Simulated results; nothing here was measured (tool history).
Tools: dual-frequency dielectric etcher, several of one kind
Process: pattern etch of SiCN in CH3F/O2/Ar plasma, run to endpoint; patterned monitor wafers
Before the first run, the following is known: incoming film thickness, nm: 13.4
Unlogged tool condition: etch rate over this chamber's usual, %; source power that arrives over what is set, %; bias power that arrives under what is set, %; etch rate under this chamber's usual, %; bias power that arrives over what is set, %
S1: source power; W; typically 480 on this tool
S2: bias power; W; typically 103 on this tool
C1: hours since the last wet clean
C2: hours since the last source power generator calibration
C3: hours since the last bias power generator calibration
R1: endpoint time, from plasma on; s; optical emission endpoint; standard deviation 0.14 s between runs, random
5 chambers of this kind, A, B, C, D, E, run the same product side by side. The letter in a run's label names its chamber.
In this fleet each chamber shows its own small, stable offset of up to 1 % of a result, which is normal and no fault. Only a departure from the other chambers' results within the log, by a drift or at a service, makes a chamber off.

| run | day | S1 | S2 | C1 | C2 | C3 | R1 |
|---|---|---|---|---|---|---|---|
| 1A | 0.229 | 480 | 103 | 363.2 | 521.9 | 2011.2 | 29.690 |
| 2C | 0.438 | 480 | 103 | 338.3 | 740.6 | 1586.3 | 28.938 |
| 3B | 0.688 | 480 | 103 | 285.8 | 85.9 | 1833.6 | 29.252 |
| 4D | 0.858 | 480 | 103 | 357.0 | 478.2 | 2067.0 | 29.441 |
| 5E | 1.021 | 480 | 103 | 247.0 | 3643.9 | 53.7 | 29.116 |
| 6C | 1.262 | 480 | 103 | 358.1 | 760.4 | 1606.1 | 29.003 |
| 7B | 1.425 | 480 | 103 | 303.5 | 103.6 | 1851.3 | 29.027 |
| 8E | 1.592 | 480 | 82 | 260.7 | 3657.6 | 67.4 | 32.145 |
| 9A | 1.817 | 480 | 82 | 401.3 | 560.0 | 2049.3 | 32.295 |
| 10D | 2.062 | 480 | 82 | 385.9 | 507.1 | 2095.9 | 32.276 |
| 11A | 2.238 | 480 | 82 | 411.4 | 570.1 | 2059.4 | 32.215 |
|  | 2.354 | chamber D: wet clean of the chamber |
| 12B | 2.462 | 480 | 82 | 328.4 | 128.5 | 1876.2 | 31.498 |
|  | 2.588 | chamber E: source power generator calibrated |
| 13D | 2.654 | 480 | 103 | 7.2 | 521.3 | 2110.1 | 30.726 |
|  | 2.712 | chamber C: wet clean of the chamber |
| 14E | 2.929 | 480 | 103 | 292.8 | 8.2 | 99.5 | 29.336 |
| 15C | 3.208 | 480 | 103 | 12.0 | 807.1 | 1652.8 | 28.937 |
| 16A | 3.429 | 480 | 84 | 440.0 | 598.7 | 2088.0 | 31.610 |
| 17D | 3.692 | 480 | 84 | 32.1 | 546.2 | 2135.0 | 33.171 |
| 18C | 3.912 | 480 | 84 | 28.9 | 824.0 | 1669.7 | 31.556 |
| 19E | 4.058 | 480 | 84 | 319.9 | 35.3 | 126.6 | 31.741 |
| 20B | 4.279 | 480 | 84 | 372.0 | 172.1 | 1919.8 | 31.639 |
| 21B | 4.458 | 480 | 103 | 376.3 | 176.4 | 1924.1 | 29.212 |
| 22D | 4.596 | 480 | 103 | 53.8 | 567.9 | 2156.7 | 31.132 |
| 23E | 4.804 | 480 | 103 | 337.8 | 53.2 | 144.5 | 29.179 |
| 24C | 5.092 | 380 | 87 | 57.2 | 852.3 | 1698.0 | 33.790 |
| 25A | 5.379 | 380 | 87 | 486.8 | 645.5 | 2134.8 | 34.230 |
| 26A | 5.579 | 380 | 87 | 491.6 | 650.3 | 2139.6 | 34.380 |
| 27D | 5.762 | 380 | 87 | 81.8 | 595.9 | 2184.7 | 35.796 |
| 28B | 6.029 | 380 | 87 | 414.0 | 214.1 | 1961.8 | 34.121 |
| 29E | 6.225 | 480 | 103 | 371.9 | 87.3 | 178.6 | 29.366 |
| 30C | 6.396 | 480 | 103 | 88.5 | 883.6 | 1729.3 | 28.993 |
| 31C | 6.542 | 480 | 103 | 92.0 | 887.1 | 1732.8 | 29.059 |
| 32B | 6.679 | 480 | 103 | 429.6 | 229.7 | 1977.4 | 29.188 |
| 33D | 6.842 | 480 | 103 | 107.7 | 621.8 | 2210.6 | 30.994 |

Is one chamber off against the others, does the gauge drift, or is nothing wrong? If a chamber is off, say which, and what the likeliest cause is.

Chamber D came out of a service off from its peers and stayed that way.
Cause: etch rate under this chamber's usual, % = 4.68.

Chamber D could run next with any of the 4 candidate recipes listed below; each alters the usual settings, and their results appear as question marks. Which one brings its results back in line with what the other chambers deliver on the usual settings?
Maximum distance from the other chambers' mean on the usual settings for a result to count as in line: R1 0.510 s
| 34D-1 | 7.050 | 470 | 100 |  |  |  | ? |
| 34D-2 | 7.050 | 450 | 95 |  |  |  | ? |
| 34D-3 | 7.050 | 510 | 103 |  |  |  | ? |
| 34D-4 | 7.050 | 480 | 118 |  |  |  | ? |

The other chambers' mean on the usual settings: R1 29.322 s
| run | R1 |
|---|---|
| 34D-1 | 31.604 |
| 34D-2 | 32.715 |
| 34D-3 | 30.346 |
| 34D-4 | 29.490 |
It is 34D-4 that realigns the chamber with its peers.
